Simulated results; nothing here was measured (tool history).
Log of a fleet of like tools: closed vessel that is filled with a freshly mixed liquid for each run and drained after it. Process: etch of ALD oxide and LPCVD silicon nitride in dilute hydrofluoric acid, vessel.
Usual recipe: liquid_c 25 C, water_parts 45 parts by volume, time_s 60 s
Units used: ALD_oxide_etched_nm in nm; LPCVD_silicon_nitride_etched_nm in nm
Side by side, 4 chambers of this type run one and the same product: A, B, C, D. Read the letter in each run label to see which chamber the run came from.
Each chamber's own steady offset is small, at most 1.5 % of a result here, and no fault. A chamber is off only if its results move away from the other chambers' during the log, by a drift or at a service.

run   hour  liquid_c  water_parts  time_s  read-back film thickness of the ALD oxide reference wafer, read on the same gauge (nm)  read-back film thickness of the LPCVD silicon nitride reference wafer, read on the same gauge (nm)  ALD_oxide_etched_nm  LPCVD_silicon_nitride_etched_nm
 1C    3.5        25           45      60                                                                                  39.994                                                                                              130.01               48.845                           0.6878
 2A    6.6        25           45      60                                                                                  40.002                                                                                              129.98               49.055                           0.6812
 3D   10.5        25           45      60                                                                                  39.982                                                                                              130.01               48.567                          0.65282
 4B   15.4        25           45      60                                                                                  39.998                                                                                                 130               48.759                           0.6089
 5A   18.5        25           45      60                                                                                  40.019                                                                                              129.98               48.773                          0.67302
 6D   25.2        25           45      60                                                                                  40.029                                                                                                 130               47.895                          0.74733
 7B   30.3        25           45      60                                                                                  39.984                                                                                                 130               48.856                          0.65443
 8C   35.1        25           45      60                                                                                  39.978                                                                                                 130               49.407                          0.71451
 9C   40.5        25           45      60                                                                                  40.007                                                                                              130.01               49.591                          0.62135
10D   44.3        25           30      60                                                                                  39.999                                                                                                 130               73.368                           1.0048
11A   48.1        25           30      60                                                                                  40.005                                                                                              130.02               73.111                           1.0165
12B   54.2        25           30      60                                                                                  40.002                                                                                              130.02               73.655                          0.98333
13C   57.7        25           30      60                                                                                  39.987                                                                                              130.01               74.859                          0.96925
14D   62.6        25           45      60                                                                                  40.009                                                                                              130.01               48.354                          0.66729
15A     67        25           45      60                                                                                   39.98                                                                                              130.01               48.786                          0.69639
16B     73        25           45      60                                                                                  40.014                                                                                              130.01               47.439                          0.74708
17D   77.3        25           45      60                                                                                  40.001                                                                                              130.01               47.886                          0.63834
18A   81.7        25           45      60                                                                                  40.005                                                                                              130.01                47.96                          0.60737
19C   86.1        27           45      95                                                                                  39.994                                                                                              129.98               84.131                           1.1422
20B   92.5        27           45      95                                                                                  39.989                                                                                                 130               82.315                           1.2187
21A   97.6        27           45      95                                                                                   40.03                                                                                                 130               82.418                            1.203
22B  101.7        27           45      95                                                                                  40.001                                                                                              129.98               82.579                           1.2493
23C  105.8        25           45      60                                                                                  40.017                                                                                                 130               48.872                          0.67633
24D  110.1        25           45      60                                                                                  39.984                                                                                              130.01                47.52                          0.60882
25A  113.1        25           45      60                                                                                  39.995                                                                                              130.01               48.732                          0.70184
26B  119.1        25           45      60                                                                                  39.988                                                                                              130.02               47.181                          0.69084
27C  124.8        25           45      60                                                                                  39.993                                                                                              130.01               49.272                          0.66897
28D  130.7        25           45      60                                                                                  39.996                                                                                                 130               48.277                          0.59937
29A  134.9      22.5           30      60                                                                                  40.024                                                                                                 130               67.727                          0.85587
30B    140      22.5           30      60                                                                                  40.011                                                                                              129.99               66.948                           0.8023
31D  143.3      22.5           30      60                                                                                  39.996                                                                                              130.02               65.292                          0.78375
32C  147.5      22.5           30      60                                                                                  39.993                                                                                                 130               67.692                          0.78257
33D  154.1        25           45      60                                                                                  39.967                                                                                                 130               48.347                          0.65871

What goes on in this fleet: one chamber off, a drifting gauge, or nothing beyond the chambers' own small offsets? Name the chamber and the cause, if any.

No chamber is off and the gauge is stable; the differences are just each chamber's small, constant offset.

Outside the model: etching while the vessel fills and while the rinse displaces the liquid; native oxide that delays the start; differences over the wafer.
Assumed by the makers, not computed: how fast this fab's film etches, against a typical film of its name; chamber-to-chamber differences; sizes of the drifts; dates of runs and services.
